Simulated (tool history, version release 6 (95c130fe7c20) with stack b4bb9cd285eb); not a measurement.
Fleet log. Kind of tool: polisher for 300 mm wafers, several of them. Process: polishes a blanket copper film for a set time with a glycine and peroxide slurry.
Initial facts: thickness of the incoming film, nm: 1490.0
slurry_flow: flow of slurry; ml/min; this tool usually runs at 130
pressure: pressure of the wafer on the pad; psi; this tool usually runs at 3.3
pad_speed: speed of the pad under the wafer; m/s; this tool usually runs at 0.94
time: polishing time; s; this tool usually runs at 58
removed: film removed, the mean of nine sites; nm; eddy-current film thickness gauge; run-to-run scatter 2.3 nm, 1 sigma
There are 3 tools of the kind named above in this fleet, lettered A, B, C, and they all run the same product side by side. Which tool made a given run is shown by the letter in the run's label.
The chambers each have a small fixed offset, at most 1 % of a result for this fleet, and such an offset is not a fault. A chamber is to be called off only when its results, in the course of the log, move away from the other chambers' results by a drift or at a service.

run	day	slurry_flow	pressure	pad_speed	time	removed
1A	0.212	130	3.3	0.94	58	385.87
2C	0.467	130	3.3	0.94	58	383.6
3B	0.658	130	3.3	0.94	58	380.8
4B	0.958	130	3.3	0.94	58	381.87
5C	1.204	130	3.3	0.94	58	382.01
6A	1.425	130	3.3	0.94	58	385.89
7B	1.592	130	3.3	0.94	58	382.94
8C	1.871	130	3.3	0.94	58	388.06
9A	2.138	130	3.3	0.94	58	385.71
# day 2.233: chamber B: slurry nozzle cleaned
10A	2.421	130	3.3	0.94	58	383.01
# day 2.554: chamber C: worn pad replaced by a new one
# day 2.604: chamber B: worn pad replaced by a new one
11C	2.662	130	3.3	0.94	58	384.58
# day 2.717: chamber A: head pressure recalibrated
12B	2.888	130	3.3	0.94	58	381.06
13C	3.183	130	3.3	0.94	58	382.58
14A	3.492	130	3.3	0.94	58	417.71
15B	3.65	130	3.3	0.94	58	378.94
16A	3.9	130	3.3	0.94	58	418.66
# day 3.958: chamber C: slurry nozzle cleaned
17B	4.071	130	3.3	0.94	58	380.29
18C	4.338	130	3.3	0.94	58	388.57
# day 4.388: chamber A: worn pad replaced by a new one
19C	4.633	130	2.9	0.94	64	381.05
20A	4.796	130	2.9	0.94	64	411.98
21B	4.979	130	2.9	0.94	64	380.04
22A	5.254	130	3.3	0.94	58	421.36
23C	5.392	130	3.3	0.94	58	380.2
24B	5.667	130	3.3	0.94	58	381.77
25A	5.908	130	3.3	0.94	58	418.4
26C	6.212	150	4.3	0.94	58	492.48
27B	6.346	150	4.3	0.94	58	491.94
28B	6.575	150	4.3	0.94	58	495.3
29A	6.808	130	3.3	0.94	58	417.75
30C	6.975	130	3.3	0.94	58	390.52
31B	7.208	130	3.3	0.94	58	386.28
32A	7.404	130	3.3	0.94	58	414.42

Next, every chamber runs the same settings. What will each give?
33A	7.625	130	3.3	0.94	58	?
33B	7.625	130	3.3	0.94	58	?
33C	7.625	130	3.3	0.94	58	?

run	removed
33A	417.54
33B	383.71
33C	382.74
